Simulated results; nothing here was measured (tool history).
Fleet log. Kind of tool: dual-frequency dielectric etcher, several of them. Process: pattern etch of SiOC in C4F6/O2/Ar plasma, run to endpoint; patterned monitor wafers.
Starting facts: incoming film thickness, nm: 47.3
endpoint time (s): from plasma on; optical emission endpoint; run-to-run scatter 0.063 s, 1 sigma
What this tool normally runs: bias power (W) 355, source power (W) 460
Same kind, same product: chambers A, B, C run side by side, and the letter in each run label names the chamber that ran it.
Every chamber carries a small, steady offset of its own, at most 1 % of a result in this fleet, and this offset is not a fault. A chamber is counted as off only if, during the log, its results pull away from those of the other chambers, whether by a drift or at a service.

run,hour,bias power (W),source power (W),hours since the last wet clean,hours since the last bias power generator calibration,hours since the last source power generator calibration,endpoint time (s)
1B,5.2,355,460,177.1,1927.5,1283.5,17.143
2C,10.0,355,460,35.2,2844.9,1330.0,17.245
3A,14.8,355,460,29.0,2948.2,1127.1,17.174
4B,19.6,355,460,191.5,1941.9,1297.9,17.258
5A,25.8,355,460,40.0,2959.2,1138.1,16.980
6C,30.1,355,460,55.3,2865.0,1350.1,17.200
7B,34.4,355,460,206.3,1956.7,1312.7,17.338
8A,40.9,429,460,55.1,2974.3,1153.2,15.993
9C,48.7,429,460,73.9,2883.6,1368.7,16.030
10A,54.9,429,460,69.1,2988.3,1167.2,15.968
11B,60.3,355,460,232.2,1982.6,1338.6,17.250
12C,67.9,355,460,93.1,2902.8,1387.9,17.226
13C,72.7,355,460,97.9,2907.6,1392.7,17.231
14A,80.4,355,460,94.6,3013.8,1192.7,17.069
15B,87.1,355,460,259.0,2009.4,1365.4,17.406
16C,92.7,355,460,117.9,2927.6,1412.7,17.206
17A,97.5,355,460,111.7,3030.9,1209.8,17.218
18B,104.2,394,400,276.1,2026.5,1382.5,17.558
19C,110.9,394,400,136.1,2945.8,1430.9,17.548
20B,116.2,394,400,288.1,2038.5,1394.5,17.492
21A,121.0,355,460,135.2,3054.4,1233.3,17.028
22C,125.2,355,460,150.4,2960.1,1445.2,17.201
23A,131.1,355,460,145.3,3064.5,1243.4,17.125
24B,135.8,355,460,307.7,2058.1,1414.1,17.315
25C,143.9,355,460,169.1,2978.8,1463.9,17.094
26B,148.3,355,460,320.2,2070.6,1426.6,17.335
27A,152.6,355,460,166.8,3086.0,1264.9,17.070
28B,159.1,355,460,331.0,2081.4,1437.4,17.333
29A,166.9,355,460,181.1,3100.3,1279.2,17.115
30C,170.6,355,460,195.8,3005.5,1490.6,17.259
31C,174.2,355,460,199.4,3009.1,1494.2,17.224
32A,178.4,355,460,192.6,3111.8,1290.7,17.095
33B,185.6,355,460,357.5,2107.9,1463.9,17.208
34B,189.7,355,460,361.6,2112.0,1468.0,17.356
35C,195.1,355,460,220.3,3030.0,1515.1,17.237
36A,199.1,355,460,213.3,3132.5,1311.4,17.176
37B,205.4,355,460,377.3,2127.7,1483.7,17.330

Is one chamber off against the others, does the gauge drift, or is nothing wrong? If a chamber is off, say which, and what the likeliest cause is.

No chamber stands off beyond its own small offset, and the gauge holds steady.
